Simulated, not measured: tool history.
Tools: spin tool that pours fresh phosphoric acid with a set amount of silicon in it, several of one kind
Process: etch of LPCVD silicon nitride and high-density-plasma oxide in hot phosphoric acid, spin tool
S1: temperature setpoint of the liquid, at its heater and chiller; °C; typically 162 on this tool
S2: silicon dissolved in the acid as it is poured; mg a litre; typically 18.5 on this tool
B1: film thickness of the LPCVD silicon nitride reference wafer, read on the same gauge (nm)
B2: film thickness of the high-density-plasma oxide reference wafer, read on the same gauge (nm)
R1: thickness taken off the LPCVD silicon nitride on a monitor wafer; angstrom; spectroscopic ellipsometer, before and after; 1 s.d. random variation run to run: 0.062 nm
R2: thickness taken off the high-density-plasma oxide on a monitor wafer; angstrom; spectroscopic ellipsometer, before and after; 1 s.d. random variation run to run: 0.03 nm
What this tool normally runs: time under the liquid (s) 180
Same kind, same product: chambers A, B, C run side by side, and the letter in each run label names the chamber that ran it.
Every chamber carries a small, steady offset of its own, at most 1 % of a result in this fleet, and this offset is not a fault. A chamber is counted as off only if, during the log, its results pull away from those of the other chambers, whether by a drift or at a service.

{"run": "1B", "hour": 13.5, "S1": 162, "S2": 18.5, "time under the liquid (s)": 180, "B1": 90.015, "B2": 150, "R1": 150.54, "R2": 6.4692}
{"run": "2A", "hour": 24.0, "S1": 162, "S2": 18.5, "time under the liquid (s)": 180, "B1": 89.992, "B2": 150.04, "R1": 152.43, "R2": 7.0688}
{"hour": 30.7, "done": "chamber A: thermometer replaced"}
{"run": "3C", "hour": 38.0, "S1": 162, "S2": 18.5, "time under the liquid (s)": 180, "B1": 89.991, "B2": 150, "R1": 152.33, "R2": 6.8747}
{"run": "4B", "hour": 45.8, "S1": 162, "S2": 18.5, "time under the liquid (s)": 180, "B1": 89.993, "B2": 149.97, "R1": 150.4, "R2": 6.5222}
{"run": "5A", "hour": 52.0, "S1": 162, "S2": 18.5, "time under the liquid (s)": 180, "B1": 89.996, "B2": 149.97, "R1": 151.89, "R2": 6.5688}
{"run": "6C", "hour": 61.3, "S1": 162, "S2": 18.5, "time under the liquid (s)": 180, "B1": 89.999, "B2": 150.03, "R1": 151.06, "R2": 6.5809}
{"run": "7B", "hour": 72.3, "S1": 162, "S2": 18.5, "time under the liquid (s)": 180, "B1": 89.977, "B2": 149.96, "R1": 150.8, "R2": 7.0119}
{"run": "8C", "hour": 81.0, "S1": 162, "S2": 18.5, "time under the liquid (s)": 180, "B1": 90.04, "B2": 150.01, "R1": 150.21, "R2": 6.9215}
{"run": "9A", "hour": 95.3, "S1": 162, "S2": 18.5, "time under the liquid (s)": 180, "B1": 89.992, "B2": 150.07, "R1": 152.09, "R2": 6.7646}
{"run": "10A", "hour": 102.8, "S1": 162, "S2": 18.5, "time under the liquid (s)": 180, "B1": 90.019, "B2": 150.05, "R1": 151.2, "R2": 6.1444}
{"run": "11C", "hour": 116.3, "S1": 162, "S2": 18.5, "time under the liquid (s)": 180, "B1": 90.001, "B2": 150, "R1": 150.79, "R2": 6.9018}
{"run": "12B", "hour": 124.4, "S1": 162, "S2": 18.5, "time under the liquid (s)": 180, "B1": 90.013, "B2": 150.04, "R1": 151.16, "R2": 6.4378}
{"run": "13C", "hour": 130.6, "S1": 162, "S2": 18.5, "time under the liquid (s)": 180, "B1": 89.981, "B2": 149.98, "R1": 150.85, "R2": 7.1228}
{"run": "14B", "hour": 141.5, "S1": 162, "S2": 18.5, "time under the liquid (s)": 180, "B1": 90.037, "B2": 149.99, "R1": 150.91, "R2": 7.0448}
{"run": "15A", "hour": 155.5, "S1": 162, "S2": 18.5, "time under the liquid (s)": 275, "B1": 90.018, "B2": 149.97, "R1": 232.04, "R2": 10.617}
{"hour": 160.7, "done": "chamber A: dissolved silicon flow meter replaced"}
{"run": "16C", "hour": 167.5, "S1": 162, "S2": 18.5, "time under the liquid (s)": 275, "B1": 90.001, "B2": 149.99, "R1": 231.69, "R2": 9.5866}
{"run": "17A", "hour": 176.1, "S1": 162, "S2": 18.5, "time under the liquid (s)": 275, "B1": 89.984, "B2": 150, "R1": 232.31, "R2": 10.331}
{"run": "18B", "hour": 189.1, "S1": 162, "S2": 18.5, "time under the liquid (s)": 180, "B1": 90.001, "B2": 150.01, "R1": 150.99, "R2": 7.0596}
{"run": "19B", "hour": 197.3, "S1": 162, "S2": 18.5, "time under the liquid (s)": 180, "B1": 90.012, "B2": 150, "R1": 151.37, "R2": 6.7656}
{"run": "20C", "hour": 205.7, "S1": 162, "S2": 18.5, "time under the liquid (s)": 180, "B1": 89.999, "B2": 149.99, "R1": 151.56, "R2": 6.7967}
{"run": "21A", "hour": 214.2, "S1": 162, "S2": 33, "time under the liquid (s)": 180, "B1": 90.009, "B2": 149.98, "R1": 151.59, "R2": 4.0395}
{"run": "22B", "hour": 226.8, "S1": 162, "S2": 33, "time under the liquid (s)": 180, "B1": 90.01, "B2": 150.02, "R1": 150.22, "R2": 3.9095}
{"run": "23A", "hour": 236.5, "S1": 162, "S2": 33, "time under the liquid (s)": 180, "B1": 89.993, "B2": 149.98, "R1": 152.01, "R2": 3.9119}
{"run": "24C", "hour": 244.4, "S1": 162, "S2": 18.5, "time under the liquid (s)": 180, "B1": 89.998, "B2": 150.01, "R1": 150.42, "R2": 6.3657}

Is one chamber off against the others, does the gauge drift, or is nothing wrong? If a chamber is off, say which, and what the likeliest cause is.

All chambers stay in line apart from their small fixed offsets, and the gauge does not drift.

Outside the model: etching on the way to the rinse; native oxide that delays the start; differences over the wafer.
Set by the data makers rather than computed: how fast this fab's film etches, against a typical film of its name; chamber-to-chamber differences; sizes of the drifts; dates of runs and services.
